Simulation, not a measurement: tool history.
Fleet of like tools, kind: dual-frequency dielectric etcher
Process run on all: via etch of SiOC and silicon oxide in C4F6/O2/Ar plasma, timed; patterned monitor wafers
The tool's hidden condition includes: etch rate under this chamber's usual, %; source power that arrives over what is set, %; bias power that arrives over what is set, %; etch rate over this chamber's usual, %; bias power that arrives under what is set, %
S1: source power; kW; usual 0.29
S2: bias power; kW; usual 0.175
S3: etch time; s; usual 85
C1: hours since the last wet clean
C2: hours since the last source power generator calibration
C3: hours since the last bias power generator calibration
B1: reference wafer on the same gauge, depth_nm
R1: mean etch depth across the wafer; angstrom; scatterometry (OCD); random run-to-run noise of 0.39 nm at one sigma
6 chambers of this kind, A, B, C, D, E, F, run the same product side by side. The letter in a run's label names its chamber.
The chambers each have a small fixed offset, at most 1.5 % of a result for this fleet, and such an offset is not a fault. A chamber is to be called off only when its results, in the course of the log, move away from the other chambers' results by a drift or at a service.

Run 1E, hour 9.8: usual settings; C1 86.6; C2 224.9; C3 1296.1; B1 74.017. Result: R1 834.1 angstrom.
Run 2A, hour 17.3: usual settings; C1 101.8; C2 3575.2; C3 3709.7; B1 74.061. Result: R1 836.18 angstrom.
Run 3D, hour 26.2: usual settings; C1 308.3; C2 3892.3; C3 301; B1 74.113. Result: R1 838.25 angstrom.
Run 4F, hour 35.7: usual settings; C1 104; C2 4375.8; C3 607.6; B1 74.124. Result: R1 851.19 angstrom.
Run 5C, hour 45.4: usual settings; C1 450.2; C2 2597; C3 1321.2; B1 74.115. Result: R1 846.3 angstrom.
Run 6B, hour 50.1: usual settings but S2 0.157 kW; C1 285.2; C2 2672.4; C3 1178.4; B1 74.079. Result: R1 810.95 angstrom.
Run 7A, hour 58.1: usual settings but S2 0.157 kW; C1 142.6; C2 3616; C3 3750.5; B1 74.096. Result: R1 816.78 angstrom.
Run 8B, hour 65.2: usual settings but S2 0.157 kW; C1 300.3; C2 2687.5; C3 1193.5; B1 73.978. Result: R1 813.95 angstrom.
Run 9E, hour 74.7: usual settings but S2 0.157 kW; C1 151.5; C2 289.8; C3 1361; B1 74.069. Result: R1 805.39 angstrom.
Run 10F, hour 84.1: usual settings but S2 0.157 kW; C1 152.4; C2 4424.2; C3 656; B1 74.081. Result: R1 817.04 angstrom.
Run 11C, hour 93.5: usual settings but S2 0.157 kW; C1 498.3; C2 2645.1; C3 1369.3; B1 74.156. Result: R1 808.62 angstrom.
Run 12D, hour 99.2: usual settings; C1 381.3; C2 3965.3; C3 374; B1 74.086. Result: R1 836.29 angstrom.
Run 13E, hour 103.7: usual settings; C1 180.5; C2 318.8; C3 1390; B1 74.027. Result: R1 839.92 angstrom.
Run 14A, hour 113.4: usual settings; C1 197.9; C2 3671.3; C3 3805.8; B1 74.182. Result: R1 838.45 angstrom.
Run 15D, hour 123.3: usual settings but S2 0.146 kW; C1 405.4; C2 3989.4; C3 398.1; B1 74.13. Result: R1 792.68 angstrom.
Run 16F, hour 133.2: usual settings but S2 0.146 kW; C1 201.5; C2 4473.3; C3 705.1; B1 74.152. Result: R1 799.33 angstrom.
Run 17B, hour 140.2: usual settings but S2 0.146 kW; C1 375.3; C2 2762.5; C3 1268.5; B1 74.032. Result: R1 797.52 angstrom.
Run 18C, hour 146.4: usual settings but S2 0.146 kW; C1 551.2; C2 2698; C3 1422.2; B1 74.122. Result: R1 791.85 angstrom.
At hour 150.2: chamber B: wet clean of the chamber.
Run 19A, hour 155.9: usual settings but S2 0.146 kW; C1 240.4; C2 3713.8; C3 3848.3; B1 74.082. Result: R1 791.37 angstrom.
Run 20C, hour 162.9: usual settings but S2 0.146 kW; C1 567.7; C2 2714.5; C3 1438.7; B1 74.094. Result: R1 794.56 angstrom.
Run 21F, hour 168: usual settings; C1 236.3; C2 4508.1; C3 739.9; B1 74.162. Result: R1 846.62 angstrom.
Run 22B, hour 176.8: usual settings but S2 0.198 kW; C1 26.6; C2 2799.1; C3 1305.1; B1 74.054. Result: R1 923.02 angstrom.
Run 23E, hour 186.7: usual settings but S2 0.198 kW; C1 263.5; C2 401.8; C3 1473; B1 74.067. Result: R1 871.71 angstrom.
Run 24D, hour 195: usual settings but S2 0.198 kW; C1 477.1; C2 4061.1; C3 469.8; B1 74.138. Result: R1 874.38 angstrom.
Run 25C, hour 204.7: usual settings but S2 0.198 kW; C1 609.5; C2 2756.3; C3 1480.5; B1 74.143. Result: R1 878.01 angstrom.
Run 26F, hour 209.5: usual settings but S2 0.198 kW; C1 277.8; C2 4549.6; C3 781.4; B1 74.079. Result: R1 887.22 angstrom.
Run 27A, hour 217.6: usual settings but S2 0.198 kW; C1 302.1; C2 3775.5; C3 3910; B1 74.136. Result: R1 872.94 angstrom.
Run 28D, hour 223.2: usual settings; C1 505.3; C2 4089.3; C3 498; B1 74.15. Result: R1 838.46 angstrom.
Run 29E, hour 229: usual settings; C1 305.8; C2 444.1; C3 1515.3; B1 74.146. Result: R1 834.1 angstrom.
Run 30B, hour 234.1: usual settings; C1 83.9; C2 2856.4; C3 1362.4; B1 74.15. Result: R1 892 angstrom.
Run 31A, hour 240.6: usual settings; C1 325.1; C2 3798.5; C3 3933; B1 74.062. Result: R1 847.88 angstrom.
Run 32C, hour 249: usual settings; C1 653.8; C2 2800.6; C3 1524.8; B1 74.096. Result: R1 844.55 angstrom.
Run 33D, hour 254.6: usual settings but S1 0.35 kW, S2 0.157 kW; C1 536.7; C2 4120.7; C3 529.4; B1 74.071. Result: R1 868.97 angstrom.
At hour 258.3: chamber D: wet clean of the chamber.
Run 34B, hour 262.5: usual settings but S1 0.35 kW, S2 0.157 kW; C1 112.3; C2 2884.8; C3 1390.8; B1 74.117. Result: R1 927.37 angstrom.
Run 35E, hour 270: usual settings but S1 0.35 kW, S2 0.157 kW; C1 346.8; C2 485.1; C3 1556.3; B1 74.185. Result: R1 871.83 angstrom.
Run 36F, hour 277: usual settings but S1 0.35 kW, S2 0.157 kW; C1 345.3; C2 4617.1; C3 848.9; B1 74.037. Result: R1 879.3 angstrom.
Run 37E, hour 286.4: usual settings but S1 0.35 kW, S2 0.157 kW; C1 363.2; C2 501.5; C3 1572.7; B1 74.172. Result: R1 865.65 angstrom.
Run 38B, hour 293.8: usual settings but S1 0.35 kW, S2 0.157 kW; C1 143.6; C2 2916.1; C3 1422.1; B1 74.083. Result: R1 926.6 angstrom.
Run 39C, hour 301.9: usual settings; C1 706.7; C2 2853.5; C3 1577.7; B1 74.141. Result: R1 839.82 angstrom.
Run 40D, hour 307.1: usual settings; C1 48.9; C2 4173.2; C3 581.9; B1 74.088. Result: R1 845.07 angstrom.
Run 41A, hour 317: usual settings; C1 401.5; C2 3874.9; C3 4009.4; B1 73.982. Result: R1 836.72 angstrom.
Run 42F, hour 321.6: usual settings; C1 389.9; C2 4661.7; C3 893.5; B1 74.102. Result: R1 860.84 angstrom.
Run 43F, hour 326.9: usual settings; C1 395.2; C2 4667; C3 898.8; B1 74.118. Result: R1 852.61 angstrom.

Does one chamber stand apart from the rest, does the shared gauge drift, or is all well apart from small per-chamber offsets? Give the chamber and the most likely cause, where there is one.

The work done on chamber B during a service left it standing apart from the others.
Most likely cause: etch rate over this chamber's usual, % = 4.97.

Below are 4 candidate recipes for chamber B's next run, each the usual settings with a change, their results shown as question marks. Which of them brings B's results back in line with what the other chambers give on the usual settings?
A result is in line if it is within this distance of the other chambers' mean on the usual settings: R1 14 angstrom
Run 44B-1, hour 334.3: usual settings but S1 0.25 kW. Result: R1 ?.
Run 44B-2, hour 334.3: usual settings but S3 93.5 s. Result: R1 ?.
Run 44B-3, hour 334.3: usual settings but S2 0.177 kW, S3 89 s. Result: R1 ?.
Run 44B-4, hour 334.3: usual settings but S1 0.28 kW, S2 0.172 kW, S3 78.5 s. Result: R1 ?.

The other chambers' mean on the usual settings: R1 841.98 angstrom
  run      R1
44B-1  838.44
44B-2  977.38
44B-3  933.77
44B-4  804.87
Change 44B-1 lands the chamber within the allowed miss of the other chambers.

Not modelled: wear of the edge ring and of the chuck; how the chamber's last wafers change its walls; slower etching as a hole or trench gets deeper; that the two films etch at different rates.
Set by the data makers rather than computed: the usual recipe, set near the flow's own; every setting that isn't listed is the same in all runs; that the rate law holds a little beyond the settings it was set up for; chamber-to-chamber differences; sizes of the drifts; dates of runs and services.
